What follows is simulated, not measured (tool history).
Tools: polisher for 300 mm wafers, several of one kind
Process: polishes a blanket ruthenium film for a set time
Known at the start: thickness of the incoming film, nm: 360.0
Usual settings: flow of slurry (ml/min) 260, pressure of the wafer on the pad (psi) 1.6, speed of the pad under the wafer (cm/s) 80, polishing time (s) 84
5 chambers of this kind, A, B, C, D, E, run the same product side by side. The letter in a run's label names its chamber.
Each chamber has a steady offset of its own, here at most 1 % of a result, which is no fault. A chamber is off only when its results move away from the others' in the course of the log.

run	day	flow of slurry (ml/min)	pressure of the wafer on the pad (psi)	speed of the pad under the wafer (cm/s)	polishing time (s)	film removed (nm)
# day 0.121: chamber B: worn pad replaced by a new one
1B	0.158	260	1.6	80	84	59.849
2A	0.300	260	1.6	80	84	60.415
3C	0.504	260	1.6	80	84	59.352
# day 0.617: chamber C: head pressure recalibrated
4D	0.642	260	1.6	80	84	59.426
5E	0.750	260	1.6	80	84	61.113
6C	0.946	260	1.6	80	84	60.471
7D	1.138	260	1.6	80	84	59.233
8A	1.325	260	1.2	100	84	56.518
9E	1.488	260	1.2	100	84	54.827
10B	1.679	260	1.2	100	84	57.742
11B	1.879	260	1.2	100	84	55.934
12E	2.050	260	1.2	100	84	55.937
13A	2.246	260	1.6	80	84	60.468
14C	2.425	260	1.6	80	84	60.737
15D	2.554	260	1.6	80	84	60.001
16A	2.679	260	1.6	80	84	60.112
17C	2.804	260	1.6	80	84	58.604
18E	2.962	260	1.6	80	84	58.649
# day 3.025: chamber D: worn pad replaced by a new one
19B	3.125	260	1.6	80	84	60.224
20D	3.288	260	1.8	80	84	66.327
21C	3.400	260	1.8	80	84	66.457
22D	3.592	260	1.8	80	84	67.330
23B	3.762	260	1.8	80	84	66.653
# day 3.842: chamber B: worn pad replaced by a new one
# day 3.879: chamber A: slurry nozzle cleaned
24E	3.954	260	1.8	80	84	64.970
# day 3.975: chamber E: worn pad replaced by a new one
# day 4.075: chamber A: worn pad replaced by a new one
# day 4.108: chamber C: worn pad replaced by a new one
25A	4.125	325	1.1	80	84	42.866
26A	4.233	325	1.1	80	84	43.368
27C	4.392	325	1.1	80	84	41.666
28D	4.525	325	1.1	80	84	41.517
29E	4.638	325	1.1	80	84	38.987
30B	4.742	260	1.6	80	84	60.026
31A	4.838	260	2.2	68	84	70.227
32D	4.975	260	2.2	68	84	69.325
33B	5.067	260	2.2	68	84	70.780
34C	5.217	260	2.2	68	84	69.822
35E	5.346	260	2.2	68	84	64.955
36E	5.512	260	1.6	80	84	54.941
37D	5.654	260	1.6	80	84	59.446
38C	5.750	260	1.6	80	84	60.944
39A	5.933	260	1.6	80	84	58.965
40B	6.058	260	2.0	80	95	83.911
41A	6.217	260	2.0	80	95	84.786
42C	6.383	260	2.0	80	95	84.022
43B	6.475	260	2.0	80	95	84.684

Next, every chamber runs the same settings. What will each give?
44A	6.621	260	1.6	80	84	?
44B	6.621	260	1.6	80	84	?
44C	6.621	260	1.6	80	84	?
44D	6.621	260	1.6	80	84	?
44E	6.621	260	1.6	80	84	?

run	film removed (nm)
44A	59.913
44B	59.764
44C	59.691
44D	59.840
44E	54.804
